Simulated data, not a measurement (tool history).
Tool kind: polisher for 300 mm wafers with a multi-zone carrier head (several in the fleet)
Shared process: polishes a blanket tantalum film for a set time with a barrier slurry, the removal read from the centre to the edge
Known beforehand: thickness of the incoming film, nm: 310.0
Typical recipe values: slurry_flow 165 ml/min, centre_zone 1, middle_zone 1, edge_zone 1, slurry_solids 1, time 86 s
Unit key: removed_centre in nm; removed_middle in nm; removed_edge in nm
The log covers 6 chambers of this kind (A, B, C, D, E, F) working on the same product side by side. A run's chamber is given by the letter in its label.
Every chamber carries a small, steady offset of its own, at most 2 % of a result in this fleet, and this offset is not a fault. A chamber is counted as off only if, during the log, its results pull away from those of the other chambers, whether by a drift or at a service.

At hour 5.3: chamber A: worn pad replaced by a new one.
Run 1D, hour 7.8: usual settings. Result: removed_centre 104.51 nm, removed_middle 101.64 nm, removed_edge 106.76 nm.
At hour 10: chamber C: worn pad replaced by a new one.
Run 2B, hour 17.3: usual settings. Result: removed_centre 104.99 nm, removed_middle 101.58 nm, removed_edge 104.51 nm.
Run 3C, hour 26.6: usual settings. Result: removed_centre 108.2 nm, removed_middle 106.95 nm, removed_edge 106.44 nm.
At hour 28.8: chamber D: worn pad replaced by a new one.
Run 4E, hour 35.9: usual settings. Result: removed_centre 103.51 nm, removed_middle 102.44 nm, removed_edge 101.1 nm.
At hour 36.3: chamber E: worn pad replaced by a new one.
At hour 38.4: chamber F: slurry nozzle cleaned.
At hour 40.9: chamber F: worn pad replaced by a new one.
Run 5A, hour 48.6: usual settings. Result: removed_centre 106.29 nm, removed_middle 105.25 nm, removed_edge 104.38 nm.
Run 6F, hour 54.3: usual settings. Result: removed_centre 103.42 nm, removed_middle 102.58 nm, removed_edge 103.46 nm.
At hour 58.3: chamber B: worn pad replaced by a new one.
Run 7B, hour 59.9: usual settings. Result: removed_centre 105.38 nm, removed_middle 101.87 nm, removed_edge 106.04 nm.
Run 8C, hour 69.7: usual settings but edge_zone 1.05. Result: removed_centre 102.56 nm, removed_middle 103.05 nm, removed_edge 108.53 nm.
Run 9D, hour 79.2: usual settings but edge_zone 1.05. Result: removed_centre 104.29 nm, removed_middle 104.15 nm, removed_edge 105.25 nm.
At hour 84.9: chamber A: centre zone pressure recalibrated.
At hour 85.7: chamber C: worn pad replaced by a new one.
Run 10F, hour 88.5: usual settings but edge_zone 1.05. Result: removed_centre 103.73 nm, removed_middle 104.26 nm, removed_edge 106.37 nm.
Run 11E, hour 98.2: usual settings but edge_zone 1.05. Result: removed_centre 103.5 nm, removed_middle 104.26 nm, removed_edge 106.72 nm.
At hour 104.2: chamber B: edge zone pressure recalibrated.
Run 12A, hour 104.8: usual settings but edge_zone 1.05. Result: removed_centre 106.59 nm, removed_middle 107.36 nm, removed_edge 106.14 nm.
Run 13F, hour 116.2: usual settings but edge_zone 1.05. Result: removed_centre 103.34 nm, removed_middle 104.41 nm, removed_edge 106.67 nm.
At hour 118.1: chamber F: worn pad replaced by a new one.
At hour 118.2: chamber D: centre zone pressure recalibrated.
Run 14B, hour 122.9: usual settings. Result: removed_centre 103.15 nm, removed_middle 103.91 nm, removed_edge 104.13 nm.
At hour 123.3: chamber B: worn pad replaced by a new one.
At hour 125.5: chamber E: edge zone pressure recalibrated.
Run 15E, hour 132.2: usual settings but centre_zone 1.05. Result: removed_centre 108.31 nm, removed_middle 103.25 nm, removed_edge 100.29 nm.
At hour 133.1: chamber A: worn pad replaced by a new one.
At hour 135.1: chamber C: slurry nozzle cleaned.
Run 16C, hour 138.9: usual settings but centre_zone 1.05. Result: removed_centre 111.76 nm, removed_middle 105.58 nm, removed_edge 104.17 nm.
At hour 146.7: chamber D: worn pad replaced by a new one.
Run 17D, hour 150.7: usual settings but centre_zone 1.05. Result: removed_centre 103.55 nm, removed_middle 103.32 nm, removed_edge 105.15 nm.
At hour 151.6: chamber C: worn pad replaced by a new one.
At hour 153.3: chamber E: worn pad replaced by a new one.
Run 18A, hour 162.2: usual settings but centre_zone 1.05. Result: removed_centre 113.86 nm, removed_middle 104.61 nm, removed_edge 101.8 nm.
Run 19E, hour 169.1: usual settings but centre_zone 1.05. Result: removed_centre 109.65 nm, removed_middle 103.84 nm, removed_edge 104.06 nm.
Run 20A, hour 177.4: usual settings but centre_zone 1.05. Result: removed_centre 109.94 nm, removed_middle 107.15 nm, removed_edge 105.08 nm.
Run 21C, hour 185.1: usual settings. Result: removed_centre 105.29 nm, removed_middle 103.65 nm, removed_edge 104.59 nm.
Run 22D, hour 195.7: usual settings. Result: removed_centre 98.066 nm, removed_middle 104.62 nm, removed_edge 101.91 nm.
Run 23F, hour 205.1: usual settings. Result: removed_centre 102.67 nm, removed_middle 101.29 nm, removed_edge 103.79 nm.
At hour 206.3: chamber B: worn pad replaced by a new one.
At hour 208.4: chamber E: slurry nozzle cleaned.
Run 24B, hour 211.4: usual settings but centre_zone 1.1, middle_zone 1.04. Result: removed_centre 116.69 nm, removed_middle 108.95 nm, removed_edge 104.2 nm.
At hour 215.4: chamber F: worn pad replaced by a new one.
Run 25B, hour 218.9: usual settings but centre_zone 1.1, middle_zone 1.04. Result: removed_centre 118.1 nm, removed_middle 105.6 nm, removed_edge 105.62 nm.
Run 26D, hour 228.3: usual settings but centre_zone 1.1, middle_zone 1.04. Result: removed_centre 107.91 nm, removed_middle 108.41 nm, removed_edge 102.68 nm.
At hour 229.9: chamber C: worn pad replaced by a new one.
Run 27C, hour 234.2: usual settings but centre_zone 1.1, middle_zone 1.04. Result: removed_centre 116.06 nm, removed_middle 111.48 nm, removed_edge 105.42 nm.
Run 28E, hour 241: usual settings but centre_zone 1.1, middle_zone 1.04. Result: removed_centre 114.31 nm, removed_middle 107.25 nm, removed_edge 100.83 nm.
At hour 243.7: chamber A: worn pad replaced by a new one.
Run 29A, hour 251.9: usual settings but centre_zone 1.1, middle_zone 1.04. Result: removed_centre 118 nm, removed_middle 108.22 nm, removed_edge 101.75 nm.
Run 30F, hour 259.4: usual settings but slurry_flow 210 ml/min. Result: removed_centre 105.63 nm, removed_middle 110.64 nm, removed_edge 106.7 nm.
At hour 266: chamber E: worn pad replaced by a new one.
Run 31F, hour 272.1: usual settings but slurry_flow 210 ml/min. Result: removed_centre 107.37 nm, removed_middle 111.44 nm, removed_edge 107.13 nm.
Run 32D, hour 280.5: usual settings but slurry_flow 210 ml/min. Result: removed_centre 101.07 nm, removed_middle 107.8 nm, removed_edge 108.28 nm.
At hour 284.7: chamber C: edge zone pressure recalibrated.
At hour 287.2: chamber B: worn pad replaced by a new one.
Run 33C, hour 290.1: usual settings but slurry_flow 210 ml/min. Result: removed_centre 107.97 nm, removed_middle 108.32 nm, removed_edge 110.78 nm.
Run 34E, hour 296.3: usual settings but slurry_flow 210 ml/min. Result: removed_centre 108.32 nm, removed_middle 105.96 nm, removed_edge 107.22 nm.
Run 35A, hour 305.5: usual settings but slurry_flow 210 ml/min. Result: removed_centre 108.58 nm, removed_middle 110.41 nm, removed_edge 106.87 nm.
Run 36B, hour 317.2: usual settings. Result: removed_centre 102.81 nm, removed_middle 102.63 nm, removed_edge 102.95 nm.

All chambers now run identical settings, listed one chamber a line with results as question marks. What results will each chamber show?
Run 37A, hour 326.4: usual settings but edge_zone 0.96. Result: removed_centre ?, removed_middle ?, removed_edge ?.
Run 37B, hour 326.4: usual settings but edge_zone 0.96. Result: removed_centre ?, removed_middle ?, removed_edge ?.
Run 37C, hour 326.4: usual settings but edge_zone 0.96. Result: removed_centre ?, removed_middle ?, removed_edge ?.
Run 37D, hour 326.4: usual settings but edge_zone 0.96. Result: removed_centre ?, removed_middle ?, removed_edge ?.
Run 37E, hour 326.4: usual settings but edge_zone 0.96. Result: removed_centre ?, removed_middle ?, removed_edge ?.
Run 37F, hour 326.4: usual settings but edge_zone 0.96. Result: removed_centre ?, removed_middle ?, removed_edge ?.

run  removed_centre  removed_middle  removed_edge
37A          108.37          106.32        100.38
37B           104.9          103.74        102.98
37C          106.22           105.1        103.21
37D            96.8          107.19        103.58
37E           106.4          106.54        100.14
37F          102.68          100.07        101.91
